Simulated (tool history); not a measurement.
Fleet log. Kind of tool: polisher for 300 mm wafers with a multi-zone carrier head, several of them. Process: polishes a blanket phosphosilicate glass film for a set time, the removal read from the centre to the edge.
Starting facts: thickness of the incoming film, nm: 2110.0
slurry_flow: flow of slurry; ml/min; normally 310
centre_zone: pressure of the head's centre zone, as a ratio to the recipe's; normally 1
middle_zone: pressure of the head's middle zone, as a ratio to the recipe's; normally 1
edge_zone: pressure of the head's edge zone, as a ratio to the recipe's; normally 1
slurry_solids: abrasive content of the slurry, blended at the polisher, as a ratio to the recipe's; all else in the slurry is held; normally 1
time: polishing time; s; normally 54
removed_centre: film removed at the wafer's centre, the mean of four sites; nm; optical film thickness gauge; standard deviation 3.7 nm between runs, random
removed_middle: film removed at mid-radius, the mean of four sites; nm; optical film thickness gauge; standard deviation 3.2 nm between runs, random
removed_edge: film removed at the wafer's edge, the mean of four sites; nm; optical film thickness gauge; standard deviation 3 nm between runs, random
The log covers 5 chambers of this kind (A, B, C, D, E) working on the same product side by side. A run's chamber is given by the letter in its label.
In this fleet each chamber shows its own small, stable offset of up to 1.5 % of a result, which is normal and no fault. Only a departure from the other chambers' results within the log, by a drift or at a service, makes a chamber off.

run	day	slurry_flow	centre_zone	middle_zone	edge_zone	slurry_solids	time	wafers polished on this pad	hours since the slurry nozzle was cleaned	hours since the centre zone pressure was calibrated	hours since the edge zone pressure was calibrated	removed_centre	removed_middle	removed_edge
# day 0.133: chamber C: edge zone pressure recalibrated
1E	0.312	310	1	1	1	1	54	71	545.8	854.6	574.6	264.72	263.89	273.07
# day 0.371: chamber D: worn pad replaced by a new one
2C	0.5	310	1	1	1	1	54	1002	148.5	199.7	8.9	262.56	267.65	266.07
3A	0.75	310	1	1	1	1	54	997	312.1	158.3	131.9	272.8	270.84	270.94
4B	0.921	310	1	1	1	1	54	656	344.7	989.1	765.2	266.97	268.49	268.12
5D	1.071	310	1	1	1	1	54	132	222.1	1015.8	1085.8	272.77	267.72	270.77
6A	1.242	310	1	1	1	1	54	1090	323.9	170.1	143.7	268.69	263.93	267.59
# day 1.267: chamber C: worn pad replaced by a new one
7B	1.508	310	1	0.91	1	1	71	767	358.8	1003.2	779.3	349.59	326.31	348.28
8C	1.738	310	1	0.91	1	1	71	89	178.2	229.4	38.6	349.72	323.28	349.11
# day 1.875: chamber A: worn pad replaced by a new one
9D	1.917	310	1	0.91	1	1	71	291	242.4	1036.1	1106.1	350.54	315.17	356.33
10E	2.254	310	1	0.91	1	1	71	436	592.4	901.2	621.2	353.14	316.99	344.83
# day 2.425: chamber A: slurry nozzle cleaned
# day 2.454: chamber B: slurry nozzle cleaned
11D	2.542	310	1	0.91	1	1	71	409	257.4	1051.1	1121.1	346.88	325.97	350.41
# day 2.688: chamber B: worn pad replaced by a new one
12C	2.754	310	1	1	1.04	1	54	280	202.6	253.8	63	267.27	269.27	269.05
# day 2.829: chamber D: centre zone pressure recalibrated
13B	2.983	310	1	1	1.04	1	54	56	12.7	1038.6	814.7	270.68	266.72	268.82
14A	3.162	310	1	1	1.04	1	54	242	17.7	216.2	189.8	266.04	271.82	272.3
15E	3.383	310	1	1	1.04	1	54	649	619.5	928.3	648.3	266.31	268.9	267.93
16A	3.688	310	1	1	1.04	1	54	341	30.3	228.8	202.4	260.15	261.37	274.32
17B	3.888	310	1	1	1	1	54	226	34.4	1060.3	836.4	266.12	271.89	263.82
18C	4.067	310	1	1	1	1	54	527	234.1	285.3	94.5	261.48	263.15	268.55
19D	4.375	310	1	1	1	1	54	754	301.4	37.1	1165.1	293.72	262.71	271.98
20E	4.592	310	1	1	1	1	54	877	648.5	957.3	677.3	262.11	260.29	264.68
# day 4.783: chamber D: worn pad replaced by a new one
21A	4.933	310	1	1	1	1	54	576	60.2	258.7	232.3	264.49	263.73	270.04
22D	5.104	310	1	1	1	1	54	60	318.9	54.6	1182.6	295.12	261.73	268.62
23C	5.367	310	1	1	1	1	54	772	265.3	316.5	125.7	265.12	270.5	265.96
24B	5.571	310	1	1	1	1	54	543	74.8	1100.7	876.8	266.43	268.97	260.2
25E	5.879	310	1	1	1	1	54	1119	679.4	988.2	708.2	265.04	264.39	260.33
# day 5.988: chamber C: worn pad replaced by a new one
# day 6.138: chamber E: worn pad replaced by a new one
26C	6.196	310	1	1	1	1.1	54	39	285.2	336.4	145.6	287.16	281.39	279.51
# day 6.342: chamber E: edge zone pressure recalibrated
27A	6.45	310	1	1	1	1.1	54	861	96.6	295.1	268.7	271.53	281.05	274.47
28E	6.629	310	1	1	1	1.1	54	92	697.4	1006.2	7	275.85	281.16	271.67
29B	6.933	310	1	1	1	1.1	54	800	107.5	1133.4	909.5	276.97	280.08	270.92
30D	7.079	310	1	1	1	1.1	54	433	366.3	102	1230	311.59	273.22	283.62
31E	7.292	310	1	1	1	1	54	217	713.3	1022.1	22.9	266.58	262.4	263.65
# day 7.533: chamber A: edge zone pressure recalibrated
32A	7.625	310	1	1	1	1	54	1083	124.8	323.3	2.3	265.49	263.52	268.74

One chamber off, gauge drift, or nothing amiss beyond the chambers' own small offsets? If it is a chamber, which one, and what is the likeliest cause?

A service on chamber D put it out of line with the rest.
Cause: centre zone's pressure above its setpoint, % = 8.72.

Here are 4 candidates for chamber D's next run, each the usual settings with a change, their results left as question marks. Which one brings its results back in line with what the others give on the usual settings?
In line here means within this much of the mean the other chambers give on the usual settings: removed_centre 13 nm; removed_middle 11 nm; removed_edge 10 nm
33D-1	7.867	320	1.15	0.94	0.97	1	56					?	?	?
33D-2	7.867	315	1.08	0.97	0.98	1	55					?	?	?
33D-3	7.867	300	0.85	1.06	1.03	1	52					?	?	?
33D-4	7.867	305	0.92	1.03	1.02	1	53					?	?	?

On the usual settings, the other chambers give on average: removed_centre 265.95 nm; removed_middle 267.47 nm; removed_edge 265.34 nm
run	removed_centre	removed_middle	removed_edge
33D-1	359.98	259.62	274.58
33D-2	329.67	262.03	270.69
33D-3	237.95	267.57	261.44
33D-4	265.38	266.02	265.53
33D-4 is the one that brings the chamber's results back in line with the other chambers.

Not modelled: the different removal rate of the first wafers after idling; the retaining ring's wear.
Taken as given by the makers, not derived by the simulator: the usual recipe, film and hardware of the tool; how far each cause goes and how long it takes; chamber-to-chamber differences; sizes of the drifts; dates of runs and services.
